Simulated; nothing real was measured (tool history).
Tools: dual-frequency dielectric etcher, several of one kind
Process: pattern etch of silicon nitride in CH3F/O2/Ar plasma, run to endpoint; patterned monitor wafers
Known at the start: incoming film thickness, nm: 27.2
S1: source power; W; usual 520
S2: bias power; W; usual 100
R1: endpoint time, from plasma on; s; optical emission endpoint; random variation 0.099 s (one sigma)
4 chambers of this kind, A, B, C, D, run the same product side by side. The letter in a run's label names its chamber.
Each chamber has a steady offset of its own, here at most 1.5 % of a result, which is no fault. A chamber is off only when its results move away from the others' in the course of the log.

run,hour,S1,S2,R1
1B,3.4,520,100,31.864
2A,9,520,100,31.452
# hour 9.8: chamber C: wet clean of the chamber
3D,13.1,520,100,32.09
4C,17.5,520,100,31.827
5B,24.1,520,100,31.834
6A,27.5,520,100,31.373
7D,31.5,520,100,31.905
8C,37.8,520,100,31.84
9D,44.2,520,100,32.002
10A,47.7,520,100,31.499
11B,52.1,520,81,34.194
12C,57.1,520,81,34.044
13A,60.5,520,81,33.715
14B,65.9,520,81,34.326
15D,70.8,520,100,31.991
# hour 76.5: chamber A: wet clean of the chamber
16C,76.6,520,100,31.552
17C,82.7,520,122,29.443
18D,86,520,122,29.744
19A,89.4,520,122,29.23
20B,96,520,122,29.717
21D,99,520,100,31.969
22B,102,630,100,29.467
23A,106.2,630,100,29.284
24C,111,630,100,29.401
25C,116,630,100,29.604
26D,119.2,520,100,31.959
27B,122.3,520,100,32.026
28A,128.1,520,100,31.377
29B,134,520,100,31.796
30D,137,520,100,32.003
31A,141.4,520,100,31.268
32C,146.1,520,100,31.563
33A,150.1,520,100,31.314
34D,155.1,630,100,29.697
35C,160.5,630,100,29.698
36B,165,630,100,29.528
37C,168.6,630,100,29.432
38D,173.1,520,100,32.091
39A,176.1,520,100,31.279
40B,182.2,520,100,31.817
41A,185.6,520,100,31.577
42B,188.5,630,79,32.1

Next, every chamber runs the same settings. What will each give?
43A,193.3,520,100,?
43B,193.3,520,100,?
43C,193.3,520,100,?
43D,193.3,520,100,?

run,R1
43A,31.484
43B,31.755
43C,31.797
43D,32.215
